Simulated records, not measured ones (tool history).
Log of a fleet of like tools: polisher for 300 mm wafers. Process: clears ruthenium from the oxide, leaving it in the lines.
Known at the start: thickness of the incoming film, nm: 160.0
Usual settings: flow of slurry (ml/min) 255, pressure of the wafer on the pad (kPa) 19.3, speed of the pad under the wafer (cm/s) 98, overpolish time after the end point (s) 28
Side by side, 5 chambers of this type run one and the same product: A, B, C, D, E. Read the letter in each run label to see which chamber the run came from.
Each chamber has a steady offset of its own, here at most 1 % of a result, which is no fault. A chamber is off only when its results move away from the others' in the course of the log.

run     day  flow of slurry (ml/min)  pressure of the wafer on the pad (kPa)  speed of the pad under the wafer (cm/s)  overpolish time after the end point (s)  wafers polished on this pad  hours since the slurry nozzle was cleaned  hours since the head pressure was calibrated  time until the end point was called (s)
 1B   0.338                      255                                    19.3                                       98                                       28                          386                                       19.9                                         420.7                                   117.38
      0.454  -- chamber A: slurry nozzle cleaned
 2D   0.654                      255                                    19.3                                       98                                       28                          874                                      652.6                                         239.7                                    123.1
      0.675  -- chamber A: worn pad replaced by a new one
      0.771  -- chamber E: slurry nozzle cleaned
 3E   1.138                      255                                    19.3                                       98                                       28                          627                                        8.8                                        1231.5                                   123.49
      1.325  -- chamber B: worn pad replaced by a new one
 4A   1.642                      255                                    19.3                                       98                                       28                          207                                       28.5                                        1045.7                                   124.13
 5C   2.046                      255                                    19.3                                       98                                       28                         1334                                      294.8                                         263.2                                   123.18
      2.117  -- chamber C: worn pad replaced by a new one
 6D   2.417                      255                                    19.3                                       98                                       28                         1252                                      694.9                                           282                                   124.78
 7C    2.75                      255                                    19.3                                       98                                       28                          136                                      311.7                                         280.1                                   125.28
      2.762  -- chamber E: worn pad replaced by a new one
 8E   3.308                      255                                    19.3                                       98                                       28                          117                                       60.9                                        1283.6                                   122.29
      3.792  -- chamber E: head pressure recalibrated
 9A   3.838                      255                                    19.3                                       98                                       28                          678                                       81.2                                        1098.4                                   123.47
      4.088  -- chamber A: head pressure recalibrated
10B   4.146                      315                                    23.4                                       98                                       28                          605                                      111.3                                         512.1                                   97.536
      4.154  -- chamber B: head pressure recalibrated
      4.312  -- chamber B: worn pad replaced by a new one
11A   4.446                      315                                    23.4                                       98                                       28                          809                                       95.8                                           8.7                                   100.03
12C    4.75                      315                                    23.4                                       98                                       28                          565                                      359.7                                         328.1                                   101.36
      5.079  -- chamber A: worn pad replaced by a new one
13D   5.338                      315                                    23.4                                       98                                       28                         1879                                        765                                         352.1                                    100.8
14B   5.833                      315                                    23.4                                       98                                       28                          326                                      151.8                                          40.3                                    99.84
15E   6.129                      255                                    19.3                                       98                                       28                          722                                      128.6                                          56.1                                   121.97
16B   6.538                      295                                    24.1                                       98                                       28                          478                                      168.7                                          57.2                                   96.127
17E   6.846                      295                                    24.1                                       98                                       28                          876                                      145.8                                          73.3                                   95.107
       6.85  -- chamber E: worn pad replaced by a new one
18C   7.417                      295                                    24.1                                       98                                       28                         1138                                      423.7                                         392.1                                   97.677
      7.488  -- chamber D: slurry nozzle cleaned
      7.554  -- chamber B: worn pad replaced by a new one
19A   7.929                      295                                    24.1                                       98                                       28                          612                                      179.4                                          92.3                                   96.522
      8.138  -- chamber C: worn pad replaced by a new one
20D   8.467                      295                                    24.1                                       98                                       28                         2550                                       23.5                                         427.2                                   102.53
21E   8.825                      255                                    19.3                                       98                                       28                          424                                      193.3                                         120.8                                   121.74
22D   9.225                      255                                    19.3                                       98                                       28                         2713                                       41.7                                         445.4                                   130.83
23B   9.642                      255                                    19.3                                       98                                       28                          448                                      243.2                                         131.7                                   123.77
      9.988  -- chamber A: worn pad replaced by a new one
24A  10.108                      255                                    19.3                                       98                                       28                           26                                      231.7                                         144.6                                   122.98
25C  10.567                      255                                    19.3                                       98                                       28                          521                                      499.3                                         467.7                                   122.42
26B  10.925                      255                                    19.3                                       98                                       28                          723                                        274                                         162.5                                   120.19
       11.3  -- chamber E: worn pad replaced by a new one
27E  11.358                      255                                    19.3                                       98                                       28                           12                                      254.1                                         181.6                                   124.84
28C   11.95                      255                                    19.3                                       98                                       28                          818                                      532.5                                         500.9                                   126.54
29A  12.275                      255                                    19.3                                       98                                       28                          491                                      283.7                                         196.6                                   121.77
30D  12.667                      255                                    19.3                                       98                                       28                         3452                                      124.3                                           528                                   132.87
     12.721  -- chamber E: slurry nozzle cleaned
31E  12.938                      255                                    19.3                                       98                                       28                          351                                        5.3                                         219.5                                   125.49

Predict what each chamber gives when all 5 of them run the settings below next.
32A  13.367                      255                                    19.3                                       98                                       28                                                                                                                                                              ?
32B  13.367                      255                                    19.3                                       98                                       28                                                                                                                                                              ?
32C  13.367                      255                                    19.3                                       98                                       28                                                                                                                                                              ?
32D  13.367                      255                                    19.3                                       98                                       28                                                                                                                                                              ?
32E  13.367                      255                                    19.3                                       98                                       28                                                                                                                                                              ?

run  time until the end point was called (s)
32A                                   122.21
32B                                   123.46
32C                                   125.11
32D                                   130.97
32E                                   122.16

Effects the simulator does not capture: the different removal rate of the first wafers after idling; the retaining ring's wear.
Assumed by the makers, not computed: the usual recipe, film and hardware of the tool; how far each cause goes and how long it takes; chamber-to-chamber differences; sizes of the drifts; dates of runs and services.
